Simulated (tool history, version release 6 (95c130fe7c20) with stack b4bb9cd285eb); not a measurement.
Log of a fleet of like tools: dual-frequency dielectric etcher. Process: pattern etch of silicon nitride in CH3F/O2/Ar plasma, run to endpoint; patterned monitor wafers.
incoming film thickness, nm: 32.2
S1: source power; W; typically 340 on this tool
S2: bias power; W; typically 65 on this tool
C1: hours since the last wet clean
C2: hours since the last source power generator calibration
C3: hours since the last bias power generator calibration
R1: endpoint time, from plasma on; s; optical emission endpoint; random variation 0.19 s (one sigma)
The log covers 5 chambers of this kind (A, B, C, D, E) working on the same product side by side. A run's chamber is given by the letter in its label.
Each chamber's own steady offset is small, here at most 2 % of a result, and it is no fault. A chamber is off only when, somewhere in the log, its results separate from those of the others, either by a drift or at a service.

run	day	S1	S2	C1	C2	C3	R1
1B	0.346	340	65	89.0	1016.9	1186.6	51.469
2A	0.558	340	65	276.8	209.1	741.3	51.297
3E	0.962	340	65	505.1	1452.0	571.6	52.265
# day 1.196: chamber E: wet clean of the chamber
4D	1.204	340	65	515.6	1052.3	1070.8	51.986
5C	1.517	340	58	573.1	858.4	2131.8	54.219
6B	1.842	340	58	124.9	1052.8	1222.5	53.912
7D	2.158	340	58	538.5	1075.2	1093.7	53.907
8A	2.358	340	58	320.0	252.3	784.5	53.389
9C	2.654	340	58	600.4	885.7	2159.1	53.612
10E	3.121	340	65	46.3	1503.8	623.4	51.932
11E	3.388	310	51	52.7	1510.2	629.8	58.479
12C	3.646	310	51	624.2	909.5	2182.9	58.268
# day 3.825: chamber C: wet clean of the chamber
13B	4.046	310	51	177.8	1105.7	1275.4	57.885
# day 4.142: chamber D: wet clean of the chamber
14A	4.262	310	51	365.7	298.0	830.2	57.999
15D	4.525	310	51	9.2	1132.0	1150.5	60.139
# day 4.758: chamber A: wet clean of the chamber
16D	4.838	340	65	16.7	1139.5	1158.0	54.082
17E	5.129	390	65	94.5	1552.0	671.6	49.173
18A	5.450	390	65	16.6	326.5	858.7	49.095
19B	5.783	390	65	219.5	1147.4	1317.1	48.810
20C	6.175	390	65	56.4	970.2	2243.6	49.122
21B	6.596	390	65	239.0	1166.9	1336.6	48.960
22E	6.817	340	65	135.0	1592.5	712.1	52.262
23A	7.042	340	65	54.8	364.7	896.9	51.516
24D	7.254	340	65	74.7	1197.5	1216.0	53.690
25C	7.600	340	65	90.6	1004.4	2277.8	51.732
26E	7.929	340	65	161.7	1619.2	738.8	52.109
27D	8.142	340	65	96.0	1218.8	1237.3	53.550
28A	8.488	340	65	89.5	399.4	931.6	51.643
29B	8.729	340	65	290.2	1218.1	1387.8	51.360
30C	9.188	340	65	128.7	1042.5	2315.9	52.021
31E	9.562	340	65	200.9	1658.4	778.0	51.913
32C	9.925	340	65	146.4	1060.2	2333.6	51.695
33D	10.371	340	65	149.5	1272.3	1290.8	53.563
34A	10.712	340	65	142.9	452.8	985.0	51.702
35B	10.912	340	65	342.6	1270.5	1440.2	51.524
36D	11.188	340	65	169.1	1291.9	1310.4	53.518
37E	11.617	340	65	250.2	1707.7	827.3	52.033
38C	11.908	340	65	194.0	1107.8	2381.2	52.069
39B	12.242	340	65	374.5	1302.4	1472.1	51.457
40A	12.633	380	73	189.0	498.9	1031.1	47.639

Decide between three cases: one chamber stands off from its peers, the gauge reading all wafers drifts, or nothing is wrong past each chamber's small offset. Where a chamber is off, say which and what most likely put it there.

Chamber D came out of a service off from its peers and stayed that way.
Cause: etch rate under this chamber's usual, % = 3.52.

Which of the 4 candidates below, each the usual settings with something changed and its results left as question marks, puts chamber D back in line with what the other chambers give on the usual settings?
Allowed miss from the other chambers' usual-settings mean, per result, to count as in line: R1 0.680 s
41D-1	12.967	400	65				?
41D-2	12.967	360	68				?
41D-3	12.967	290	65				?
41D-4	12.967	320	62				?

Other chambers, usual settings, mean: R1 51.779 s
run	R1
41D-1	50.474
41D-2	51.745
41D-3	57.071
41D-4	55.867
It is 41D-2 that realigns the chamber with its peers.

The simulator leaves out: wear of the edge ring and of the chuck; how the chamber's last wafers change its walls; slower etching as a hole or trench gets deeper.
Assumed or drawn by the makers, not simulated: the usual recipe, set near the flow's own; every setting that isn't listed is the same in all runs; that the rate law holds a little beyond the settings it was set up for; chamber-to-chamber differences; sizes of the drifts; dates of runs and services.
